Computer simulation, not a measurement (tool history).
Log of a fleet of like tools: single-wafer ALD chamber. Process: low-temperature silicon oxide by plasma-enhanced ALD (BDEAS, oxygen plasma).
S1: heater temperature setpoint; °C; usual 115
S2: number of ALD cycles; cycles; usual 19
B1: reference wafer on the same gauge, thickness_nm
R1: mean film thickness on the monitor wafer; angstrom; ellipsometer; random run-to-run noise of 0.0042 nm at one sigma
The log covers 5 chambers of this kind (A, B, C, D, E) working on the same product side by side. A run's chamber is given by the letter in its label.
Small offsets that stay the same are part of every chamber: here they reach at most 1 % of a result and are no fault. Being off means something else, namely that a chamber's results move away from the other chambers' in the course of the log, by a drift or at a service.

run,hour,S1,S2,B1,R1
1A,4.6,115,19,2.4484,26.148
2D,6.7,115,19,2.4495,26.268
3C,10.5,115,19,2.4487,26.447
4E,13.5,115,19,2.4492,26.538
5B,15.5,115,19,2.4478,26.304
6C,18.2,115,19,2.4461,26.383
7B,20.7,115,19,2.4473,26.300
8A,24.4,115,19,2.4466,26.243
9E,28.7,115,19,2.4444,26.442
10D,32.4,115,19,2.4451,26.252
11C,36.4,115,19,2.4467,26.341
12A,39.5,115,19,2.4446,26.084
13D,41.6,115,19,2.4442,26.172
14E,44.1,115,19,2.4441,26.519
15B,46.9,115,19,2.4438,26.299
16B,50.3,115,19,2.4431,26.291
17E,53.6,115,19,2.4432,26.374
18A,57.4,126,22,2.4416,29.567
19C,60.7,126,22,2.4414,29.953
20D,63.9,126,22,2.4422,29.741
21D,66.8,126,22,2.4419,29.663
22A,71.1,126,22,2.4406,29.723
23E,74.2,115,19,2.4400,26.444
24C,78.8,122,16,2.4396,21.899
25B,81.7,122,16,2.4391,21.740
26C,84.6,122,16,2.4389,21.932
27B,86.6,122,16,2.4379,21.750
28A,90.0,122,16,2.4384,21.756
29D,93.8,105,17,2.4378,23.845
30E,97.6,105,17,2.4359,24.037
31C,99.9,105,17,2.4373,23.941
32A,104.1,105,17,2.4366,23.796
33B,108.3,105,17,2.4352,23.885
34D,110.4,127,16,2.4352,21.498
35E,114.7,127,16,2.4341,21.722
36D,118.0,127,16,2.4328,21.422

All 5 chambers run these settings next. Forecast each chamber's results:
37A,121.3,115,19,,?
37B,121.3,115,19,,?
37C,121.3,115,19,,?
37D,121.3,115,19,,?
37E,121.3,115,19,,?

run,R1
37A,25.952
37B,26.155
37C,26.330
37D,26.022
37E,26.352
